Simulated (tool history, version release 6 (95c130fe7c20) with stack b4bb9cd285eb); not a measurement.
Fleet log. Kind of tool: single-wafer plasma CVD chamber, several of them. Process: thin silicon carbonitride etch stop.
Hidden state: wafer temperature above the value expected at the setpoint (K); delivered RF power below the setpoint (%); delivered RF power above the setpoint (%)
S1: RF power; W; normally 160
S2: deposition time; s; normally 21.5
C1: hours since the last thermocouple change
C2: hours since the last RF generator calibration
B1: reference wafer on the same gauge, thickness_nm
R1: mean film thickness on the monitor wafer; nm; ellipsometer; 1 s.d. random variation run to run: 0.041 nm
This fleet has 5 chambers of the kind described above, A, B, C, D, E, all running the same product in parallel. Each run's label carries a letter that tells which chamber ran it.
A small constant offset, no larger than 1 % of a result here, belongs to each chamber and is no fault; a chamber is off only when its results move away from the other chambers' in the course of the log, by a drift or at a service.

run 1C hour=4.6 | S1=160 S2=21.5 | C1=1729.3 C2=1052.3 | B1=10.505 | R1=11.4350
run 2E hour=12.9 | S1=160 S2=21.5 | C1=580.0 C2=1779.3 | B1=10.495 | R1=11.4290
run 3D hour=22.3 | S1=160 S2=21.5 | C1=2605.7 C2=343.7 | B1=10.504 | R1=11.3330
run 4A hour=31.5 | S1=160 S2=21.5 | C1=313.7 C2=1047.9 | B1=10.493 | R1=11.4210
run 5B hour=40.2 | S1=160 S2=21.5 | C1=1676.3 C2=621.6 | B1=10.496 | R1=11.4300
run 6E hour=46.5 | S1=160 S2=21.5 | C1=613.6 C2=1812.9 | B1=10.509 | R1=11.4500
run 7B hour=53.3 | S1=160 S2=21.5 | C1=1689.4 C2=634.7 | B1=10.497 | R1=11.4180
run 8C hour=60.7 | S1=160 S2=21.5 | C1=1785.4 C2=1108.4 | B1=10.502 | R1=11.3910
run 9D hour=68.8 | S1=160 S2=21.5 | C1=2652.2 C2=390.2 | B1=10.496 | R1=11.3390
run 10A hour=74.9 | S1=160 S2=21.5 | C1=357.1 C2=1091.3 | B1=10.498 | R1=11.3500
run 11B hour=82.0 | S1=160 S2=21.5 | C1=1718.1 C2=663.4 | B1=10.490 | R1=11.3570
run 12D hour=86.4 | S1=160 S2=21.5 | C1=2669.8 C2=407.8 | B1=10.504 | R1=11.3130
run 13C hour=93.4 | S1=160 S2=21.5 | C1=1818.1 C2=1141.1 | B1=10.502 | R1=11.4030
run 14E hour=101.1 | S1=160 S2=21.5 | C1=668.2 C2=1867.5 | B1=10.489 | R1=11.3440
run 15A hour=106.5 | S1=160 S2=21.5 | C1=388.7 C2=1122.9 | B1=10.499 | R1=11.3660
run 16A hour=112.8 | S1=160 S2=21.5 | C1=395.0 C2=1129.2 | B1=10.491 | R1=11.3190
run 17D hour=118.0 | S1=160 S2=21.5 | C1=2701.4 C2=439.4 | B1=10.494 | R1=11.4120
run 18C hour=123.9 | S1=160 S2=21.5 | C1=1848.6 C2=1171.6 | B1=10.503 | R1=11.4850
run 19E hour=130.9 | S1=130 S2=21.5 | C1=698.0 C2=1897.3 | B1=10.505 | R1=10.7150
run 20B hour=139.2 | S1=130 S2=21.5 | C1=1775.3 C2=720.6 | B1=10.506 | R1=10.7630
run 21D hour=146.0 | S1=130 S2=21.5 | C1=2729.4 C2=467.4 | B1=10.503 | R1=10.6980
run 22B hour=151.9 | S1=130 S2=21.5 | C1=1788.0 C2=733.3 | B1=10.496 | R1=10.7720
run 23C hour=156.7 | S1=130 S2=21.5 | C1=1881.4 C2=1204.4 | B1=10.491 | R1=10.7730
run 24E hour=165.0 | S1=160 S2=21.5 | C1=732.1 C2=1931.4 | B1=10.491 | R1=11.5010
run 25A hour=170.6 | S1=160 S2=21.5 | C1=452.8 C2=1187.0 | B1=10.497 | R1=11.3910
run 26E hour=176.3 | S1=160 S2=21.5 | C1=743.4 C2=1942.7 | B1=10.504 | R1=11.4550
run 27C hour=185.7 | S1=160 S2=24.9 | C1=1910.4 C2=1233.4 | B1=10.507 | R1=13.2260
run 28B hour=189.9 | S1=160 S2=24.9 | C1=1826.0 C2=771.3 | B1=10.500 | R1=13.2300
run 29D hour=194.1 | S1=160 S2=24.9 | C1=2777.5 C2=515.5 | B1=10.486 | R1=13.0520
run 30A hour=198.5 | S1=160 S2=24.9 | C1=480.7 C2=1214.9 | B1=10.503 | R1=13.1450
run 31A hour=203.0 | S1=160 S2=24.9 | C1=485.2 C2=1219.4 | B1=10.498 | R1=13.2070
run 32D hour=208.3 | S1=160 S2=21.5 | C1=2791.7 C2=529.7 | B1=10.501 | R1=11.3490
run 33E hour=215.5 | S1=160 S2=21.5 | C1=782.6 C2=1981.9 | B1=10.493 | R1=11.5220
run 34C hour=223.0 | S1=160 S2=21.5 | C1=1947.7 C2=1270.7 | B1=10.500 | R1=11.4330
run 35B hour=230.6 | S1=160 S2=21.5 | C1=1866.7 C2=812.0 | B1=10.501 | R1=11.4480
run 36B hour=240.1 | S1=160 S2=21.5 | C1=1876.2 C2=821.5 | B1=10.499 | R1=11.4350
run 37A hour=245.1 | S1=185 S2=17.9 | C1=527.3 C2=1261.5 | B1=10.511 | R1=9.8631
run 38C hour=254.3 | S1=185 S2=17.9 | C1=1979.0 C2=1302.0 | B1=10.507 | R1=10.0440
-- hour=258.2 chamber C: thermocouple changed; heater temperature recalibrated
run 39E hour=259.5 | S1=185 S2=17.9 | C1=826.6 C2=2025.9 | B1=10.497 | R1=9.9309
run 40D hour=264.2 | S1=185 S2=17.9 | C1=2847.6 C2=585.6 | B1=10.493 | R1=9.9422
run 41C hour=270.6 | S1=185 S2=17.9 | C1=12.4 C2=1318.3 | B1=10.500 | R1=10.0110
run 42D hour=277.6 | S1=145 S2=21.5 | C1=2861.0 C2=599.0 | B1=10.503 | R1=11.0150
run 43E hour=286.3 | S1=145 S2=21.5 | C1=853.4 C2=2052.7 | B1=10.498 | R1=11.0910

Is one chamber out of step, is the gauge drifting, or do the chambers differ by no more than their own small offsets? For an off chamber, give its letter and the likeliest cause.

Neither any chamber nor the gauge drifts; the chambers differ only by their own small, steady offsets.
